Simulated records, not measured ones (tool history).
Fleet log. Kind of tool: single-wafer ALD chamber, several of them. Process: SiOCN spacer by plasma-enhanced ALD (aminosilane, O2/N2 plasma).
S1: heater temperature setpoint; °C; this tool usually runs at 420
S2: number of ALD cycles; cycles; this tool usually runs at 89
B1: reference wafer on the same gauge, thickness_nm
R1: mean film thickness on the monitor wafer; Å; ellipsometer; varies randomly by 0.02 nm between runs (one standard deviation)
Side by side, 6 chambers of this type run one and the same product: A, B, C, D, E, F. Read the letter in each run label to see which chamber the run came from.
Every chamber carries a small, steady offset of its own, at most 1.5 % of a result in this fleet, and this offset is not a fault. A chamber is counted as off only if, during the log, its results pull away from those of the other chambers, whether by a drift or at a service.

{"run": "1B", "hour": 3.8, "S1": 420, "S2": 89, "B1": 4.955, "R1": 50.6}
{"run": "2E", "hour": 7.8, "S1": 420, "S2": 89, "B1": 4.9522, "R1": 50.425}
{"run": "3D", "hour": 12.0, "S1": 420, "S2": 89, "B1": 4.9482, "R1": 50.041}
{"run": "4A", "hour": 18.5, "S1": 420, "S2": 89, "B1": 4.9532, "R1": 50.354}
{"run": "5F", "hour": 22.2, "S1": 420, "S2": 89, "B1": 4.9444, "R1": 51.108}
{"run": "6C", "hour": 27.4, "S1": 420, "S2": 89, "B1": 4.9544, "R1": 49.872}
{"run": "7B", "hour": 32.4, "S1": 420, "S2": 89, "B1": 4.9503, "R1": 50.453}
{"run": "8D", "hour": 39.4, "S1": 420, "S2": 89, "B1": 4.9483, "R1": 50.05}
{"run": "9C", "hour": 44.7, "S1": 420, "S2": 89, "B1": 4.9546, "R1": 50.586}
{"run": "10E", "hour": 49.9, "S1": 420, "S2": 89, "B1": 4.9485, "R1": 49.917}
{"run": "11A", "hour": 53.3, "S1": 420, "S2": 89, "B1": 4.9506, "R1": 50.489}
{"run": "12F", "hour": 56.9, "S1": 420, "S2": 89, "B1": 4.9506, "R1": 51.077}
{"run": "13D", "hour": 62.3, "S1": 430, "S2": 73, "B1": 4.9442, "R1": 39.804}
{"run": "14A", "hour": 69.4, "S1": 430, "S2": 73, "B1": 4.9518, "R1": 39.766}
{"run": "15E", "hour": 75.3, "S1": 430, "S2": 73, "B1": 4.9475, "R1": 39.843}
{"run": "16C", "hour": 82.5, "S1": 430, "S2": 73, "B1": 4.9495, "R1": 39.777}
{"run": "17F", "hour": 86.9, "S1": 430, "S2": 73, "B1": 4.951, "R1": 40.331}
{"run": "18B", "hour": 92.3, "S1": 430, "S2": 73, "B1": 4.9496, "R1": 40.268}
{"run": "19B", "hour": 99.6, "S1": 420, "S2": 75, "B1": 4.9503, "R1": 42.331}
{"run": "20F", "hour": 103.8, "S1": 420, "S2": 75, "B1": 4.9527, "R1": 42.988}
{"run": "21E", "hour": 109.5, "S1": 420, "S2": 75, "B1": 4.9512, "R1": 42.054}
{"run": "22A", "hour": 113.3, "S1": 420, "S2": 75, "B1": 4.9496, "R1": 42.792}
{"run": "23C", "hour": 117.8, "S1": 420, "S2": 75, "B1": 4.9499, "R1": 42.316}
{"run": "24D", "hour": 123.5, "S1": 420, "S2": 75, "B1": 4.9505, "R1": 42.399}
{"run": "25A", "hour": 129.7, "S1": 420, "S2": 89, "B1": 4.9526, "R1": 50.338}
{"run": "26B", "hour": 133.3, "S1": 420, "S2": 89, "B1": 4.95, "R1": 50.656}
{"run": "27E", "hour": 140.0, "S1": 420, "S2": 89, "B1": 4.9541, "R1": 50.171}
{"run": "28C", "hour": 146.1, "S1": 429, "S2": 89, "B1": 4.95, "R1": 48.691}
{"run": "29D", "hour": 151.6, "S1": 429, "S2": 89, "B1": 4.951, "R1": 48.798}
{"run": "30F", "hour": 157.7, "S1": 429, "S2": 89, "B1": 4.951, "R1": 49.305}
{"run": "31D", "hour": 164.3, "S1": 429, "S2": 89, "B1": 4.9525, "R1": 48.92}
{"run": "32A", "hour": 170.1, "S1": 429, "S2": 89, "B1": 4.9558, "R1": 48.757}
{"run": "33F", "hour": 177.3, "S1": 429, "S2": 89, "B1": 4.9533, "R1": 49.525}
{"run": "34E", "hour": 180.5, "S1": 420, "S2": 89, "B1": 4.9504, "R1": 49.898}
{"run": "35B", "hour": 186.1, "S1": 420, "S2": 89, "B1": 4.9525, "R1": 50.519}
{"run": "36C", "hour": 191.2, "S1": 420, "S2": 89, "B1": 4.9436, "R1": 50.168}
{"run": "37D", "hour": 197.1, "S1": 420, "S2": 89, "B1": 4.9523, "R1": 50.376}

Decide between three cases: one chamber stands off from its peers, the gauge reading all wafers drifts, or nothing is wrong past each chamber's small offset. Where a chamber is off, say which and what most likely put it there.

No chamber is off and the gauge is stable; the differences are just each chamber's small, constant offset.
